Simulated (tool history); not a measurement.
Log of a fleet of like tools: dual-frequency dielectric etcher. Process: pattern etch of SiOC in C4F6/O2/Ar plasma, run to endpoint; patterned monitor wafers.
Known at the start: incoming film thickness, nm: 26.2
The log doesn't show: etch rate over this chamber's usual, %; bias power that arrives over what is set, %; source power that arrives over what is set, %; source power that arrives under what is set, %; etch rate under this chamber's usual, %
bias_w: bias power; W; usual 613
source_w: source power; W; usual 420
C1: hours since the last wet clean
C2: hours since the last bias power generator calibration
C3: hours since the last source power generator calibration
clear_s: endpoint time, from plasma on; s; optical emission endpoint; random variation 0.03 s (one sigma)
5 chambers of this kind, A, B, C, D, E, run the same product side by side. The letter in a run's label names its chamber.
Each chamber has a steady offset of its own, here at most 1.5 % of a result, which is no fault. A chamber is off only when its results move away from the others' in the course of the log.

run 1E hour=12.7 | bias_w=613 source_w=420 | C1=192.1 C2=1186.6 C3=2305.8 | clear_s=8.0170
run 2B hour=21.1 | bias_w=613 source_w=420 | C1=309.9 C2=1209.2 C3=577.3 | clear_s=7.9518
run 3D hour=29.5 | bias_w=613 source_w=420 | C1=147.6 C2=792.4 C3=1566.9 | clear_s=7.9855
run 4C hour=42.0 | bias_w=613 source_w=420 | C1=166.3 C2=1095.2 C3=1757.1 | clear_s=7.9922
run 5A hour=48.9 | bias_w=613 source_w=420 | C1=277.1 C2=3028.2 C3=3470.7 | clear_s=8.1134
run 6A hour=59.6 | bias_w=613 source_w=420 | C1=287.8 C2=3038.9 C3=3481.4 | clear_s=8.0828
run 7C hour=69.4 | bias_w=503 source_w=330 | C1=193.7 C2=1122.6 C3=1784.5 | clear_s=9.3576
run 8D hour=77.7 | bias_w=503 source_w=330 | C1=195.8 C2=840.6 C3=1615.1 | clear_s=9.4400
run 9B hour=86.1 | bias_w=503 source_w=330 | C1=374.9 C2=1274.2 C3=642.3 | clear_s=9.4429
run 10E hour=96.9 | bias_w=503 source_w=330 | C1=276.3 C2=1270.8 C3=2390.0 | clear_s=9.4767
run 11B hour=104.6 | bias_w=503 source_w=330 | C1=393.4 C2=1292.7 C3=660.8 | clear_s=9.3963
run 12A hour=115.8 | bias_w=613 source_w=420 | C1=344.0 C2=3095.1 C3=3537.6 | clear_s=8.1283
run 13E hour=124.3 | bias_w=613 source_w=420 | C1=303.7 C2=1298.2 C3=2417.4 | clear_s=8.0655
run 14D hour=132.1 | bias_w=613 source_w=490 | C1=250.2 C2=895.0 C3=1669.5 | clear_s=7.6002
run 15C hour=143.6 | bias_w=613 source_w=490 | C1=267.9 C2=1196.8 C3=1858.7 | clear_s=7.5149
run 16B hour=150.3 | bias_w=613 source_w=490 | C1=439.1 C2=1338.4 C3=706.5 | clear_s=7.5633
-- hour=158.0 chamber A: source power generator calibrated
run 17A hour=158.4 | bias_w=613 source_w=490 | C1=386.6 C2=3137.7 C3=0.4 | clear_s=7.6560
run 18E hour=164.3 | bias_w=613 source_w=490 | C1=343.7 C2=1338.2 C3=2457.4 | clear_s=7.6896
run 19D hour=171.3 | bias_w=613 source_w=420 | C1=289.4 C2=934.2 C3=1708.7 | clear_s=7.9911
run 20C hour=183.0 | bias_w=613 source_w=420 | C1=307.3 C2=1236.2 C3=1898.1 | clear_s=8.0033
run 21B hour=192.3 | bias_w=613 source_w=420 | C1=481.1 C2=1380.4 C3=748.5 | clear_s=8.0979
run 22A hour=200.4 | bias_w=566 source_w=420 | C1=428.6 C2=3179.7 C3=42.4 | clear_s=8.3507
-- hour=208.9 chamber E: source power generator calibrated
run 23D hour=209.4 | bias_w=566 source_w=420 | C1=327.5 C2=972.3 C3=1746.8 | clear_s=8.2587
run 24C hour=220.4 | bias_w=566 source_w=420 | C1=344.7 C2=1273.6 C3=1935.5 | clear_s=8.2328
-- hour=222.0 chamber A: wet clean of the chamber
run 25E hour=229.4 | bias_w=566 source_w=420 | C1=408.8 C2=1403.3 C3=20.5 | clear_s=8.3801
run 26D hour=241.2 | bias_w=566 source_w=420 | C1=359.3 C2=1004.1 C3=1778.6 | clear_s=8.2223
run 27B hour=246.9 | bias_w=613 source_w=420 | C1=535.7 C2=1435.0 C3=803.1 | clear_s=8.0705
run 28C hour=256.8 | bias_w=613 source_w=420 | C1=381.1 C2=1310.0 C3=1971.9 | clear_s=7.9846
run 29A hour=264.0 | bias_w=613 source_w=420 | C1=42.1 C2=3243.3 C3=106.0 | clear_s=8.0504
-- hour=272.2 chamber B: wet clean of the chamber
run 30E hour=274.5 | bias_w=613 source_w=420 | C1=453.9 C2=1448.4 C3=65.6 | clear_s=8.2160
-- hour=277.1 chamber D: wet clean of the chamber
run 31C hour=286.1 | bias_w=613 source_w=420 | C1=410.4 C2=1339.3 C3=2001.2 | clear_s=7.9726
run 32B hour=293.3 | bias_w=694 source_w=350 | C1=21.2 C2=1481.4 C3=849.5 | clear_s=8.1723
run 33A hour=300.9 | bias_w=694 source_w=350 | C1=79.0 C2=3280.2 C3=142.9 | clear_s=8.2405
run 34D hour=312.2 | bias_w=694 source_w=350 | C1=35.1 C2=1075.1 C3=1849.6 | clear_s=8.1552
run 35E hour=323.6 | bias_w=694 source_w=350 | C1=503.0 C2=1497.5 C3=114.7 | clear_s=8.4387
run 36B hour=329.5 | bias_w=694 source_w=350 | C1=57.4 C2=1517.6 C3=885.7 | clear_s=8.1515
run 37E hour=338.0 | bias_w=557 source_w=420 | C1=517.4 C2=1511.9 C3=129.1 | clear_s=8.6295
run 38D hour=348.7 | bias_w=557 source_w=420 | C1=71.6 C2=1111.6 C3=1886.1 | clear_s=8.3455
run 39A hour=358.8 | bias_w=557 source_w=420 | C1=136.9 C2=3338.1 C3=200.8 | clear_s=8.3990
run 40C hour=369.9 | bias_w=557 source_w=420 | C1=494.2 C2=1423.1 C3=2085.0 | clear_s=8.3040
run 41D hour=381.3 | bias_w=557 source_w=420 | C1=104.2 C2=1144.2 C3=1918.7 | clear_s=8.2984

Is one chamber off against the others, does the gauge drift, or is nothing wrong? If a chamber is off, say which, and what the likeliest cause is.

Chamber E drifts away from the others.
Cause: etch rate under this chamber's usual, % = 4.18.

Here are 4 candidates for chamber E's next run, each the usual settings with a change, their results left as question marks. Which one brings its results back in line with what the others give on the usual settings?
In line means no further than this from the other chambers' mean on the usual settings: clear_s 0.1100 s
run 42E-1 hour=390.5 | bias_w=580 source_w=400 | clear_s=?
run 42E-2 hour=390.5 | bias_w=646 source_w=440 | clear_s=?
run 42E-3 hour=390.5 | bias_w=613 source_w=440 | clear_s=?
run 42E-4 hour=390.5 | bias_w=591 source_w=420 | clear_s=?

The other chambers' mean on the usual settings: clear_s 8.0237 s
run=42E-1 clear_s=8.6893
run=42E-2 clear_s=8.0461
run=42E-3 clear_s=8.2112
run=42E-4 clear_s=8.4723
42E-2 brings the chamber back in line.
